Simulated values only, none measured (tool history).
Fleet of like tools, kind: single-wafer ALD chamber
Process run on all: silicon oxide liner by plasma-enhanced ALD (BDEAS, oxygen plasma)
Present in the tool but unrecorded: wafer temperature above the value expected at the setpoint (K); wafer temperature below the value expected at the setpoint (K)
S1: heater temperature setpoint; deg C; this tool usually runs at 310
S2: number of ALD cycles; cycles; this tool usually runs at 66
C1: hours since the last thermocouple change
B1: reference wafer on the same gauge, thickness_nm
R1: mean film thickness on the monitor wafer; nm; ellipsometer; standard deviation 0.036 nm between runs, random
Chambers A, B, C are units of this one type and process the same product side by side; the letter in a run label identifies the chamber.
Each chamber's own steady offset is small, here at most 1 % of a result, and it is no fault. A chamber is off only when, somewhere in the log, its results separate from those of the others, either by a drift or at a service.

{"run": "1B", "hour": 4.2, "S1": 310, "S2": 66, "C1": 1488.0, "B1": 7.1793, "R1": 6.0535}
{"run": "2A", "hour": 6.6, "S1": 310, "S2": 66, "C1": 67.3, "B1": 7.1777, "R1": 6.0582}
{"run": "3C", "hour": 8.9, "S1": 310, "S2": 66, "C1": 665.2, "B1": 7.185, "R1": 6.0566}
{"run": "4C", "hour": 13.0, "S1": 310, "S2": 66, "C1": 669.3, "B1": 7.1821, "R1": 6.0851}
{"run": "5B", "hour": 15.9, "S1": 310, "S2": 66, "C1": 1499.7, "B1": 7.1877, "R1": 6.1445}
{"run": "6A", "hour": 19.7, "S1": 310, "S2": 66, "C1": 80.4, "B1": 7.1861, "R1": 5.9527}
{"run": "7C", "hour": 21.9, "S1": 323, "S2": 78, "C1": 678.2, "B1": 7.1777, "R1": 7.0494}
{"run": "8A", "hour": 25.8, "S1": 323, "S2": 78, "C1": 86.5, "B1": 7.1761, "R1": 6.996}
{"run": "9B", "hour": 30.0, "S1": 323, "S2": 78, "C1": 1513.8, "B1": 7.1816, "R1": 7.1415}
{"run": "10B", "hour": 33.5, "S1": 310, "S2": 66, "C1": 1517.3, "B1": 7.1816, "R1": 6.1718}
{"run": "11C", "hour": 37.7, "S1": 310, "S2": 66, "C1": 694.0, "B1": 7.1846, "R1": 6.0121}
{"run": "12A", "hour": 40.8, "S1": 310, "S2": 66, "C1": 101.5, "B1": 7.1873, "R1": 6.0129}
{"run": "13C", "hour": 43.2, "S1": 310, "S2": 66, "C1": 699.5, "B1": 7.1834, "R1": 6.0366}
{"run": "14B", "hour": 46.8, "S1": 310, "S2": 66, "C1": 1530.6, "B1": 7.1789, "R1": 6.0799}
{"run": "15A", "hour": 51.4, "S1": 310, "S2": 66, "C1": 112.1, "B1": 7.1753, "R1": 5.9878}
{"run": "16B", "hour": 54.0, "S1": 310, "S2": 66, "C1": 1537.8, "B1": 7.1789, "R1": 6.1062}
{"run": "17A", "hour": 56.2, "S1": 310, "S2": 66, "C1": 116.9, "B1": 7.1855, "R1": 6.0136}
{"run": "18C", "hour": 59.3, "S1": 310, "S2": 66, "C1": 715.6, "B1": 7.179, "R1": 6.0495}
{"run": "19A", "hour": 63.3, "S1": 310, "S2": 66, "C1": 124.0, "B1": 7.1857, "R1": 6.0138}
{"run": "20C", "hour": 65.9, "S1": 310, "S2": 66, "C1": 722.2, "B1": 7.1711, "R1": 6.0463}
{"run": "21B", "hour": 68.3, "S1": 310, "S2": 66, "C1": 1552.1, "B1": 7.1896, "R1": 6.1434}
{"run": "22C", "hour": 72.7, "S1": 310, "S2": 66, "C1": 729.0, "B1": 7.1885, "R1": 6.0595}
{"run": "23B", "hour": 77.6, "S1": 310, "S2": 66, "C1": 1561.4, "B1": 7.1783, "R1": 6.1506}
{"run": "24A", "hour": 80.2, "S1": 304, "S2": 66, "C1": 140.9, "B1": 7.1854, "R1": 6.1174}
{"run": "25A", "hour": 83.4, "S1": 304, "S2": 66, "C1": 144.1, "B1": 7.1756, "R1": 6.1139}
{"run": "26B", "hour": 86.3, "S1": 304, "S2": 66, "C1": 1570.1, "B1": 7.1748, "R1": 6.2211}
{"run": "27C", "hour": 90.7, "S1": 310, "S2": 66, "C1": 747.0, "B1": 7.1774, "R1": 6.023}
{"run": "28A", "hour": 95.6, "S1": 310, "S2": 66, "C1": 156.3, "B1": 7.1753, "R1": 6.036}
{"run": "29B", "hour": 99.5, "S1": 310, "S2": 66, "C1": 1583.3, "B1": 7.1836, "R1": 6.1181}
{"run": "30C", "hour": 103.6, "S1": 310, "S2": 66, "C1": 759.9, "B1": 7.1829, "R1": 5.9835}
{"run": "31C", "hour": 106.7, "S1": 310, "S2": 66, "C1": 763.0, "B1": 7.1783, "R1": 6.0512}
{"run": "32B", "hour": 109.3, "S1": 310, "S2": 66, "C1": 1593.1, "B1": 7.1863, "R1": 6.0824}
{"run": "33A", "hour": 114.0, "S1": 310, "S2": 66, "C1": 174.7, "B1": 7.1882, "R1": 6.028}
{"run": "34A", "hour": 118.7, "S1": 310, "S2": 66, "C1": 179.4, "B1": 7.1697, "R1": 6.0124}
{"run": "35C", "hour": 121.8, "S1": 310, "S2": 66, "C1": 778.1, "B1": 7.1771, "R1": 6.0855}
{"run": "36B", "hour": 124.0, "S1": 310, "S2": 66, "C1": 1607.8, "B1": 7.1874, "R1": 6.119}
{"run": "37C", "hour": 128.5, "S1": 310, "S2": 66, "C1": 784.8, "B1": 7.1727, "R1": 6.1001}
{"run": "38A", "hour": 131.8, "S1": 310, "S2": 66, "C1": 192.5, "B1": 7.1825, "R1": 6.0802}
{"run": "39B", "hour": 136.6, "S1": 310, "S2": 66, "C1": 1620.4, "B1": 7.1746, "R1": 6.025}
{"run": "40B", "hour": 141.4, "S1": 310, "S2": 66, "C1": 1625.2, "B1": 7.1828, "R1": 6.05}
{"run": "41A", "hour": 143.7, "S1": 300, "S2": 61, "C1": 204.4, "B1": 7.169, "R1": 5.6046}
{"run": "42C", "hour": 146.3, "S1": 300, "S2": 61, "C1": 802.6, "B1": 7.1907, "R1": 5.7096}

Next, every chamber runs the same settings. What will each give?
{"run": "43A", "hour": 149.8, "S1": 310, "S2": 66, "R1": "?"}
{"run": "43B", "hour": 149.8, "S1": 310, "S2": 66, "R1": "?"}
{"run": "43C", "hour": 149.8, "S1": 310, "S2": 66, "R1": "?"}

run=43A R1=6.0489
run=43B R1=6.1056
run=43C R1=6.0140

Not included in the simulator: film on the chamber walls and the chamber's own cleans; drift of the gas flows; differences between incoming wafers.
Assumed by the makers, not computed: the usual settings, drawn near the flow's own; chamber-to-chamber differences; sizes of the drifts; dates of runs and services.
